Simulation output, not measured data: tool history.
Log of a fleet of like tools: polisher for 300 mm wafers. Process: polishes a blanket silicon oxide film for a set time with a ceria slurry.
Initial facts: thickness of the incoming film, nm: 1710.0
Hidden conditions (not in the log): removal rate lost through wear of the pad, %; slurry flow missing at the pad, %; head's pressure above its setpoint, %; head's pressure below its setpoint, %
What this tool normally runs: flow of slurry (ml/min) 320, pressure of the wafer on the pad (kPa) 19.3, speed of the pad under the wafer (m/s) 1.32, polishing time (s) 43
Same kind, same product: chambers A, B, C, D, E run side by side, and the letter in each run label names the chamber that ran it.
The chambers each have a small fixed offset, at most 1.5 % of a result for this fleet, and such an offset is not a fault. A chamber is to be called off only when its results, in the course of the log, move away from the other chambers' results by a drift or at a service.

run,day,flow of slurry (ml/min),pressure of the wafer on the pad (kPa),speed of the pad under the wafer (m/s),polishing time (s),wafers polished on this pad,hours since the slurry nozzle was cleaned,hours since the head pressure was calibrated,film removed (Å)
1C,0.312,320,19.3,1.32,43,615,39.6,510.1,2208.9
2E,0.517,320,19.3,1.32,43,614,199.5,24.2,2259.3
3B,0.900,320,19.3,1.32,43,1239,248.4,117.4,2269.9
4D,1.079,320,19.3,1.32,43,818,80.2,342.5,2220.4
# day 1.162: chamber B: worn pad replaced by a new one
5A,1.308,320,19.3,1.32,43,742,323.7,436.5,2252.0
# day 1.479: chamber C: worn pad replaced by a new one
6D,1.546,320,19.3,1.32,43,1014,91.4,353.7,2267.9
# day 1.592: chamber E: worn pad replaced by a new one
7A,1.758,320,19.3,1.32,43,931,334.5,447.3,2273.7
# day 1.971: chamber D: worn pad replaced by a new one
# day 1.992: chamber A: worn pad replaced by a new one
8E,2.096,320,19.3,1.32,43,212,237.4,62.1,2197.6
9B,2.388,320,22.1,1.32,43,514,284.1,153.1,2572.9
10C,2.600,320,22.1,1.32,43,470,94.5,565.0,2567.0
11E,2.933,320,22.1,1.32,43,564,257.5,82.2,2573.8
12D,3.117,320,22.1,1.32,43,481,129.1,391.4,2590.7
13B,3.446,320,22.1,1.32,43,958,309.5,178.5,2581.0
14C,3.825,320,19.3,1.32,43,984,123.9,594.4,2192.6
15A,4.129,320,19.3,1.32,43,897,391.4,504.2,2303.2
# day 4.162: chamber C: worn pad replaced by a new one
# day 4.350: chamber A: worn pad replaced by a new one
# day 4.375: chamber D: worn pad replaced by a new one
16E,4.417,320,19.3,1.32,43,1186,293.1,117.8,2267.1
# day 4.496: chamber B: worn pad replaced by a new one
# day 4.496: chamber E: worn pad replaced by a new one
17C,4.662,320,19.3,1.32,43,211,144.0,614.5,2228.3
18D,4.938,320,19.3,1.32,43,237,172.8,435.1,2259.1
# day 5.329: chamber E: slurry nozzle cleaned
19A,5.342,320,19.3,1.32,43,416,420.5,533.3,2247.4
20B,5.642,320,19.3,1.32,43,480,362.2,231.2,2222.6
21D,6.046,320,19.3,1.32,43,702,199.4,461.7,2207.8
22C,6.392,320,19.3,1.32,43,936,185.5,656.0,2216.2
23E,6.738,320,24.8,1.32,43,941,33.8,173.5,2923.4
# day 6.788: chamber C: worn pad replaced by a new one
# day 6.988: chamber A: worn pad replaced by a new one
24A,7.012,320,24.8,1.32,43,10,460.6,573.4,2972.3
# day 7.188: chamber D: worn pad replaced by a new one
25B,7.229,320,24.8,1.32,43,1146,400.3,269.3,2863.9
# day 7.254: chamber E: worn pad replaced by a new one
26C,7.475,320,24.8,1.32,43,288,211.5,682.0,2845.1
# day 7.588: chamber B: worn pad replaced by a new one
27B,7.812,320,24.8,1.32,43,94,414.3,283.3,2873.4
28A,7.992,320,19.3,1.32,43,421,484.1,596.9,2295.8
29E,8.329,320,15.9,1.74,43,451,72.0,211.7,2432.6
30D,8.579,320,15.9,1.74,43,585,260.2,522.5,2260.9
31C,8.762,320,15.9,1.74,43,828,242.4,712.9,2455.1
32D,9.054,320,15.9,1.74,43,784,271.6,533.9,2240.3
# day 9.254: chamber C: worn pad replaced by a new one
33E,9.342,320,15.9,1.74,43,876,96.3,236.0,2528.6
34B,9.583,320,19.3,1.32,43,837,456.8,325.8,2266.3
# day 9.850: chamber A: worn pad replaced by a new one
35A,9.962,320,19.3,1.32,43,48,531.4,644.2,2268.9
# day 9.975: chamber E: worn pad replaced by a new one
# day 10.129: chamber D: worn pad replaced by a new one
36D,10.158,320,19.3,1.32,43,13,298.1,560.4,2114.8
37E,10.446,320,19.3,1.32,43,197,122.8,262.5,2238.1
# day 10.467: chamber A: slurry nozzle cleaned
38B,10.812,320,19.3,1.32,43,1353,486.3,355.3,2248.8
39C,11.142,320,19.3,1.32,43,793,299.5,770.0,2185.7
# day 11.238: chamber B: worn pad replaced by a new one
40A,11.533,320,24.1,0.96,43,707,25.7,681.9,2076.4
41B,11.729,320,24.1,0.96,43,207,508.3,377.3,2059.7
# day 11.746: chamber C: worn pad replaced by a new one
42C,11.971,320,24.1,0.96,43,95,319.4,789.9,2033.8
43E,12.312,320,24.1,0.96,43,980,167.6,307.3,2076.1
44D,12.546,320,24.1,0.96,43,1015,355.4,617.7,1811.6

Is one chamber off against the others, does the gauge drift, or is nothing wrong? If a chamber is off, say which, and what the likeliest cause is.

Chamber D drifts away from the others.
Cause: head's pressure below its setpoint, % = 12.2.

Which of the 4 candidates below, each the usual settings with something changed and its results left as question marks, puts chamber D back in line with what the other chambers give on the usual settings?
Maximum distance from the other chambers' mean on the usual settings for a result to count as in line: film removed (Å) 88.0
45D-1,12.838,320,18.6,1.26,41,,,,?
45D-2,12.838,320,17.2,1.32,39,,,,?
45D-3,12.838,320,20.0,1.38,45,,,,?
45D-4,12.838,320,20.7,1.42,46,,,,?

Average result of the remaining chambers running the usual settings: film removed (Å) 2253.4
run,film removed (Å)
45D-1,1728.4
45D-2,1592.8
45D-3,2230.9
45D-4,2427.4
45D-3 is the one that brings the chamber's results back in line with the other chambers.
